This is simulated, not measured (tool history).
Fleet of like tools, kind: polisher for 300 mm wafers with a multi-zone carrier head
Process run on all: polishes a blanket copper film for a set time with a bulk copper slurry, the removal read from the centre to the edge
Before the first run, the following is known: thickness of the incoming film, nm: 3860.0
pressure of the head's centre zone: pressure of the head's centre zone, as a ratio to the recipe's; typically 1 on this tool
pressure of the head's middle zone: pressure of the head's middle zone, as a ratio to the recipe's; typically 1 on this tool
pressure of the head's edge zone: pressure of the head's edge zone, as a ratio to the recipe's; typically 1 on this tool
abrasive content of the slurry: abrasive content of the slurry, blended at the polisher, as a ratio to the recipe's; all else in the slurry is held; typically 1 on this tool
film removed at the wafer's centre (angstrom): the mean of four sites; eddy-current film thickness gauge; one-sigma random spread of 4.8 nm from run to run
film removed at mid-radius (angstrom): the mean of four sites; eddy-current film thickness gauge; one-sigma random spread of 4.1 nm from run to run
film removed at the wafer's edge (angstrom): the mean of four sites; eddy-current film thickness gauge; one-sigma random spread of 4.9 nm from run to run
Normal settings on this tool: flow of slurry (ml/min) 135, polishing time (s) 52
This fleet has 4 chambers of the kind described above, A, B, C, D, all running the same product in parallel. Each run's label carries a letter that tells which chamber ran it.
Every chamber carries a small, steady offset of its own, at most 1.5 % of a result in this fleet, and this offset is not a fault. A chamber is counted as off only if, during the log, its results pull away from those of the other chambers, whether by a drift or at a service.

run	hour	flow of slurry (ml/min)	pressure of the head's centre zone	pressure of the head's middle zone	pressure of the head's edge zone	abrasive content of the slurry	polishing time (s)	film removed at the wafer's centre (angstrom)	film removed at mid-radius (angstrom)	film removed at the wafer's edge (angstrom)
# hour 11.5: chamber C: edge zone pressure recalibrated
# hour 12.3: chamber D: slurry nozzle cleaned
1C	13.4	135	1	1	1	1	52	3487.3	3602.5	3526
2A	22.4	135	1	1	1	1	52	3466	3448.6	3490.4
3B	37.8	135	1	1	1	1	52	3566	3482.9	3559.4
# hour 41.3: chamber B: slurry nozzle cleaned
# hour 49.8: chamber A: worn pad replaced by a new one
# hour 53.3: chamber C: worn pad replaced by a new one
4D	53.5	135	1	1	1	1	52	3452.9	3472	3529.2
# hour 67.4: chamber D: worn pad replaced by a new one
5A	67.7	135	1	1	1.09	1	67	4516.6	4497.3	4825.2
# hour 74: chamber B: worn pad replaced by a new one
6C	83	135	1	1	1.09	1	67	4577.4	4627.6	4693.6
7B	98.3	135	1	1	1.09	1	67	4556.4	4506.6	4604.1
# hour 104.9: chamber C: slurry nozzle cleaned
8D	107.9	135	1	1	1.09	1	67	4506.6	4598.5	4676.7
9C	119.8	135	1	1	1	1	52	3596.6	3495.2	3588.7
10B	128.9	135	1	1	1	1	52	3609.1	3440.7	3496.1
11A	136.2	135	1	1	1	1	52	3521.7	3544.2	3468.7
# hour 139.1: chamber A: worn pad replaced by a new one
# hour 141.9: chamber C: worn pad replaced by a new one
12D	143.5	135	1	1	1	1	52	3462.4	3575	3453.9
13D	159.1	135	1	1	1	1	52	3379	3487.4	3526.7
# hour 162.1: chamber B: worn pad replaced by a new one
14A	166.7	135	1	1	1	1	52	3459.8	3484.8	3446.2
# hour 176.5: chamber D: worn pad replaced by a new one
15C	181.1	135	1	1	1	1	52	3645.1	3529.5	3546
16B	192.7	135	1	1	1	1	52	3649.4	3492.1	3505.6
17B	207.3	135	1	1	1	1	52	3535.7	3466.5	3486.4
# hour 215.1: chamber B: centre zone pressure recalibrated
# hour 217.2: chamber A: worn pad replaced by a new one
18A	218.9	135	1	1	1	1	52	3487.4	3466.7	3444.4
# hour 232.2: chamber C: worn pad replaced by a new one
19D	234.1	135	1	1	1	1	52	3417.9	3457.8	3451.2
20C	245.7	135	1	1	1	1	52	3754.5	3492.5	3520.2
# hour 256.7: chamber B: worn pad replaced by a new one
21A	256.8	135	1	1	1	1	52	3420.1	3501.2	3558
# hour 266.9: chamber D: worn pad replaced by a new one
22C	272.5	135	1	1	1	1	52	3639.9	3612	3602.2
# hour 273.8: chamber B: slurry nozzle cleaned
23D	286.6	135	1	1	1	1	52	3417.8	3554.6	3483.5
# hour 292.4: chamber A: worn pad replaced by a new one
24B	295.8	135	1	1	1	1	52	3637.3	3468.3	3456.2
25D	307.1	135	1	1	1	1	52	3479.2	3559.7	3521.7
26B	316.9	135	1	1	1	1	52	3460.2	3430.4	3487.4
# hour 319: chamber C: worn pad replaced by a new one
27C	328.7	135	1	1	1	1	52	3819.9	3528.1	3501.9
28A	337.7	175	1	1	1	1	39	2751.6	2721.7	2645.9
# hour 344.6: chamber B: worn pad replaced by a new one
# hour 347: chamber C: slurry nozzle cleaned
29B	348.4	175	1	1	1	1	39	2823.6	2737.9	2679.3
# hour 349.1: chamber D: edge zone pressure recalibrated
30D	357.6	175	1	1	1	1	39	2825.7	2769.8	2762.7
31A	372.5	175	1	1	1	1	39	2732	2786.6	2702.5
32C	387.3	135	1	1	1	1	52	3934.4	3580.4	3487.9
# hour 387.9: chamber A: worn pad replaced by a new one
33B	400.7	135	1	1	1	1	52	3589.9	3568.1	3438.9
# hour 403.2: chamber A: slurry nozzle cleaned
34A	415.5	135	1	1	1	1	52	3543.7	3475.8	3467.1
# hour 417.4: chamber C: worn pad replaced by a new one
35C	423	135	1	1	1	1	52	3865.2	3445.3	3580.9

Which is it: a chamber that has drifted or been left off by a service, a gauge drift common to all chambers, or only each chamber's usual small offset? If a chamber is off, name it and its likeliest cause.

Chamber C drifts away from the others.
What lies behind it: centre zone's pressure above its setpoint, % = 10.

Here are 4 candidates for chamber C's next run, each the usual settings with a change, their results left as question marks. Which one brings its results back in line with what the others give on the usual settings?
Allowed miss from the other chambers' usual-settings mean, per result, to count as in line: film removed at the wafer's centre (angstrom) 170; film removed at mid-radius (angstrom) 140; film removed at the wafer's edge (angstrom) 170
36C-1	434.4	130	0.92	1.03	1.02	1	51	?	?	?
36C-2	434.4	135	1.02	0.99	0.99	1	52	?	?	?
36C-3	434.4	135	0.98	1.01	1.01	1	52	?	?	?
36C-4	434.4	140	1.08	0.97	0.98	1	53	?	?	?

The mean the other chambers reach with the usual settings: film removed at the wafer's centre (angstrom) 3493.6; film removed at mid-radius (angstrom) 3513.8; film removed at the wafer's edge (angstrom) 3503.3
run	film removed at the wafer's centre (angstrom)	film removed at mid-radius (angstrom)	film removed at the wafer's edge (angstrom)
36C-1	3502.6	3522.6	3486.7
36C-2	4037.8	3490.2	3522
36C-3	3864.3	3554.9	3557.6
36C-4	4417.9	3516.7	3590.7
36C-1 puts the chamber back in line with the other chambers.

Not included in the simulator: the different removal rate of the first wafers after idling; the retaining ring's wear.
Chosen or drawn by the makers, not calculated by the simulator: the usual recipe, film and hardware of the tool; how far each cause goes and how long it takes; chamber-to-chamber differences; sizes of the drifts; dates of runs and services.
